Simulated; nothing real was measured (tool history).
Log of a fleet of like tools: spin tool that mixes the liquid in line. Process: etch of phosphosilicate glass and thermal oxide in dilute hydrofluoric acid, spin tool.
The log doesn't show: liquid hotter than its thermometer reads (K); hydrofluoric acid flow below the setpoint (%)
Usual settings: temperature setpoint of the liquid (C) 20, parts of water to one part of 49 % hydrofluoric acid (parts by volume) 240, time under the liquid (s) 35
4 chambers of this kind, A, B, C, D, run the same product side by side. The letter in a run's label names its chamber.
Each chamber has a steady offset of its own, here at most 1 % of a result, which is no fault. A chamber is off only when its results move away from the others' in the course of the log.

run   hour  temperature setpoint of the liquid (C)  parts of water to one part of 49 % hydrofluoric acid (parts by volume)  time under the liquid (s)  hours since the thermometer was replaced  hours since the hydrofluoric acid flow meter was replaced  read-back film thickness of the phosphosilicate glass reference wafer, read on the same gauge (nm)  read-back film thickness of the thermal oxide reference wafer, read on the same gauge (nm)  thickness taken off the phosphosilicate glass on a monitor wafer (angstrom)  thickness taken off the thermal oxide on a monitor wafer (angstrom)
 1D    2.4                                      20                                                                     240                         35                                     878.8                                                      194.5                                                                                              130.00                                                                                      30.005                                                                       115.14                                                               4.5413
 2C    6.8                                      20                                                                     240                         35                                    2554.0                                                     1786.1                                                                                              130.01                                                                                      30.000                                                                       115.34                                                               4.9865
       9.7  -- chamber A: thermometer replaced
 3A   10.0                                      20                                                                     240                         35                                       0.3                                                      259.5                                                                                              130.00                                                                                      30.021                                                                       116.31                                                               4.7077
 4B   14.3                                      20                                                                     240                         35                                     141.2                                                      209.2                                                                                              130.00                                                                                      30.013                                                                       116.47                                                               4.1023
 5B   17.4                                      20                                                                     240                         35                                     144.3                                                      212.3                                                                                              130.02                                                                                      29.987                                                                       116.46                                                               4.6015
 6D   22.0                                      20                                                                     240                         35                                     898.4                                                      214.1                                                                                              130.00                                                                                      30.022                                                                       115.17                                                               4.9986
 7C   24.9                                      20                                                                     240                         50                                    2572.1                                                     1804.2                                                                                              130.01                                                                                      29.990                                                                       164.47                                                               6.8444
 8A   29.1                                      20                                                                     240                         50                                      19.4                                                      278.6                                                                                              130.00                                                                                      29.994                                                                       165.77                                                               7.3146
 9D   31.4                                      20                                                                     240                         50                                     907.8                                                      223.5                                                                                              129.99                                                                                      30.008                                                                       164.70                                                               7.0955
10B   35.0                                      20                                                                     240                         50                                     161.9                                                      229.9                                                                                              129.98                                                                                      29.992                                                                       166.36                                                               5.9532
11C   39.7                                      20                                                                     205                         35                                    2586.9                                                     1819.0                                                                                              130.00                                                                                      29.988                                                                       140.06                                                               5.4081
12A   44.1                                      20                                                                     205                         35                                      34.4                                                      293.6                                                                                              129.97                                                                                      30.014                                                                       140.48                                                               6.3671
13A   46.4                                      20                                                                     205                         35                                      36.7                                                      295.9                                                                                              130.00                                                                                      29.989                                                                       140.60                                                               5.6149
14C   49.8                                      20                                                                     205                         35                                    2597.0                                                     1829.1                                                                                              129.99                                                                                      30.007                                                                       140.01                                                               6.1460
15B   53.3                                      20                                                                     240                         35                                     180.2                                                      248.2                                                                                              129.98                                                                                      29.999                                                                       115.86                                                               5.0056
16D   55.6                                      20                                                                     240                         35                                     932.0                                                      247.7                                                                                              130.00                                                                                      30.006                                                                       114.82                                                               4.4644
17D   58.1                                      20                                                                     240                         35                                     934.5                                                      250.2                                                                                              130.00                                                                                      29.995                                                                       116.04                                                               5.1750
18B   62.5                                      20                                                                     240                         35                                     189.4                                                      257.4                                                                                              130.01                                                                                      30.010                                                                       116.12                                                               4.4138
19A   65.1                                      20                                                                     240                         35                                      55.4                                                      314.6                                                                                              129.98                                                                                      29.987                                                                       116.43                                                               4.8067
20C   69.2                                      20                                                                     240                         35                                    2616.4                                                     1848.5                                                                                              130.00                                                                                      30.021                                                                       115.13                                                               5.2487
21B   71.9                                      20                                                                     240                         35                                     198.8                                                      266.8                                                                                              129.99                                                                                      30.002                                                                       115.70                                                               5.3170
22C   74.9                                      20                                                                     240                         35                                    2622.1                                                     1854.2                                                                                              130.01                                                                                      29.988                                                                       114.79                                                               4.6358
23A   78.7                                      20                                                                     240                         35                                      69.0                                                      328.2                                                                                              130.00                                                                                      29.993                                                                       115.49                                                               4.8714
24D   83.4                                      20                                                                     240                         35                                     959.8                                                      275.5                                                                                              130.02                                                                                      30.007                                                                       115.23                                                               4.5604
25C   86.8                                      20                                                                     240                         35                                    2634.0                                                     1866.1                                                                                              130.01                                                                                      29.974                                                                       115.12                                                               5.0877
26B   89.8                                      20                                                                     240                         35                                     216.7                                                      284.7                                                                                              130.01                                                                                      30.018                                                                       115.17                                                               4.1186
27D   93.6                                      20                                                                     240                         35                                     970.0                                                      285.7                                                                                              130.00                                                                                      29.984                                                                       115.51                                                               5.5143
28A   97.1                                      20                                                                     240                         35                                      87.4                                                      346.6                                                                                              129.99                                                                                      30.019                                                                       116.03                                                               4.8194
29A  101.0                                      20                                                                     240                         35                                      91.3                                                      350.5                                                                                              129.99                                                                                      30.014                                                                       115.87                                                               4.6016
30C  104.7                                      20                                                                     240                         35                                    2651.9                                                     1884.0                                                                                              130.00                                                                                      29.977                                                                       115.45                                                               4.4894
31D  107.9                                      20                                                                     240                         35                                     984.3                                                      300.0                                                                                              130.00                                                                                      29.971                                                                       115.00                                                               4.3222
32B  110.4                                      20                                                                     240                         35                                     237.3                                                      305.3                                                                                              130.00                                                                                      30.007                                                                       115.28                                                               5.1254
33B  113.4                                      20                                                                     240                         35                                     240.3                                                      308.3                                                                                              129.98                                                                                      30.007                                                                       116.07                                                               3.9274
34A  117.3                                      20                                                                     240                         35                                     107.6                                                      366.8                                                                                              130.00                                                                                      29.977                                                                       115.57                                                               4.0730
35D  120.5                                      20                                                                     240                         35                                     996.9                                                      312.6                                                                                              129.99                                                                                      30.000                                                                       114.80                                                               4.8485
36C  123.4                                      20                                                                     240                         35                                    2670.6                                                     1902.7                                                                                              130.03                                                                                      29.989                                                                       114.68                                                               4.6689
37C  127.3                                      20                                                                     240                         35                                    2674.5                                                     1906.6                                                                                              130.01                                                                                      29.996                                                                       115.02                                                               5.1290
38A  130.3                                      20                                                                     240                         35                                     120.6                                                      379.8                                                                                              130.01                                                                                      30.017                                                                       116.76                                                               4.6838
39B  133.7                                      20                                                                     240                         35                                     260.6                                                      328.6                                                                                              130.01                                                                                      29.996                                                                       115.96                                                               4.7491
40D  136.9                                      20                                                                     240                         35                                    1013.3                                                      329.0                                                                                              130.02                                                                                      30.017                                                                       115.28                                                               4.8125
41B  139.6                                      20                                                                     240                         35                                     266.5                                                      334.5                                                                                              130.00                                                                                      30.017                                                                       116.11                                                               4.8340

All 4 chambers run these settings next. Forecast each chamber's results:
42A  143.2                                      20                                                                     240                         35                                                                                                                                                                                                                                                                                                                                                                                 ?                                                                    ?
42B  143.2                                      20                                                                     240                         35                                                                                                                                                                                                                                                                                                                                                                                 ?                                                                    ?
42C  143.2                                      20                                                                     240                         35                                                                                                                                                                                                                                                                                                                                                                                 ?                                                                    ?
42D  143.2                                      20                                                                     240                         35                                                                                                                                                                                                                                                                                                                                                                                 ?                                                                    ?

run  thickness taken off the phosphosilicate glass on a monitor wafer (angstrom)  thickness taken off the thermal oxide on a monitor wafer (angstrom)
42A                                                                       115.68                                                               5.2153
42B                                                                       115.95                                                               5.1089
42C                                                                       115.55                                                               5.1983
42D                                                                       115.88                                                               5.0225

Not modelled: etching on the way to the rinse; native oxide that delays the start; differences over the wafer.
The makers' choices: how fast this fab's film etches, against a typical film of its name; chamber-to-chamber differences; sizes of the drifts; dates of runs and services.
